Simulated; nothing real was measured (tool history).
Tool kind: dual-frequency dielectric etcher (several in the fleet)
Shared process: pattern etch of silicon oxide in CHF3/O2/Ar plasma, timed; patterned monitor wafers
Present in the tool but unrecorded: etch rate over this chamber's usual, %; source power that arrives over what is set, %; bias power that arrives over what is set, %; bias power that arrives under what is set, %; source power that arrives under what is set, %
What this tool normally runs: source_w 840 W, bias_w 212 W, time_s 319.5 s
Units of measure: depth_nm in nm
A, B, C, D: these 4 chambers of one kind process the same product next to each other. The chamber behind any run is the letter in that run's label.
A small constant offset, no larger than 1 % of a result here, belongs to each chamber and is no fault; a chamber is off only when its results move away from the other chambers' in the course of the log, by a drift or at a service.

run,hour,source_w,bias_w,time_s,hours since the last wet clean,hours since the last source power generator calibration,hours since the last bias power generator calibration,"read-back reference wafer on the same gauge, depth_nm",depth_nm
1C,10.2,840,212,319.5,84.8,919.2,430.9,869.90,765.47
2A,17.3,840,212,319.5,313.1,2457.9,1582.0,869.85,758.45
3B,27.8,840,212,319.5,31.4,1329.6,2496.6,869.73,758.45
4D,39.2,840,212,319.5,83.0,2375.4,2044.7,870.09,759.24
5D,46.3,840,212,319.5,90.1,2382.5,2051.8,870.00,757.03
# hour 55.7: chamber D: source power generator calibrated
6C,57.1,840,212,319.5,131.7,966.1,477.8,870.18,770.44
7B,62.3,840,212,319.5,65.9,1364.1,2531.1,870.11,762.45
8A,73.2,840,186,319.5,369.0,2513.8,1637.9,870.18,733.37
9A,79.8,840,186,319.5,375.6,2520.4,1644.5,869.93,724.63
# hour 83.9: chamber A: wet clean of the chamber
10C,91.0,840,186,319.5,165.6,1000.0,511.7,870.03,731.16
11D,101.2,840,186,319.5,145.0,45.6,2106.7,869.45,720.48
12B,111.3,840,212,319.5,114.9,1413.1,2580.1,869.41,763.09
13D,121.2,840,212,319.5,165.0,65.6,2126.7,870.09,759.01
14B,128.0,840,212,319.5,131.6,1429.8,2596.8,869.70,758.24
15C,134.8,740,241,319.5,209.4,1043.8,555.5,870.04,761.48
16A,144.3,740,241,319.5,60.4,2584.9,1709.0,870.25,759.58
17D,151.5,740,241,319.5,195.3,95.9,2157.0,870.04,751.45
18B,157.5,740,241,319.5,161.1,1459.3,2626.3,870.36,756.98
19A,166.3,840,212,319.5,82.4,2606.9,1731.0,869.61,762.57
20C,174.6,840,212,319.5,249.2,1083.6,595.3,869.56,763.19
21B,180.9,840,212,319.5,184.5,1482.7,2649.7,869.99,756.63
22D,189.1,840,212,319.5,232.9,133.5,2194.6,869.85,757.13
23A,196.4,840,212,319.5,112.5,2637.0,1761.1,870.14,759.26
24C,201.5,840,212,319.5,276.1,1110.5,622.2,870.09,763.13
25B,209.8,840,212,319.5,213.4,1511.6,2678.6,870.07,759.09
26A,217.7,840,212,319.5,133.8,2658.3,1782.4,870.76,762.16
27C,226.9,840,212,319.5,301.5,1135.9,647.6,869.68,764.12
28D,233.7,840,212,319.5,277.5,178.1,2239.2,870.48,759.18
29C,244.8,840,212,319.5,319.4,1153.8,665.5,870.07,762.67
30A,253.8,840,212,319.5,169.9,2694.4,1818.5,869.71,764.66
31D,261.3,840,212,319.5,305.1,205.7,2266.8,870.13,760.74
32B,266.5,840,247,319.5,270.1,1568.3,2735.3,869.91,796.72
33A,271.9,840,247,319.5,188.0,2712.5,1836.6,870.12,803.16
34C,279.7,840,247,319.5,354.3,1188.7,700.4,870.67,805.51
35B,286.6,840,247,319.5,290.2,1588.4,2755.4,869.81,796.81
36D,297.5,840,212,319.5,341.3,241.9,2303.0,869.30,757.58

The same settings go to every chamber for the next run, one line per chamber below. Forecast the results for each:
37A,305.9,840,212,247.0,,,,,?
37B,305.9,840,212,247.0,,,,,?
37C,305.9,840,212,247.0,,,,,?
37D,305.9,840,212,247.0,,,,,?

run,depth_nm
37A,587.52
37B,585.87
37C,588.77
37D,587.86
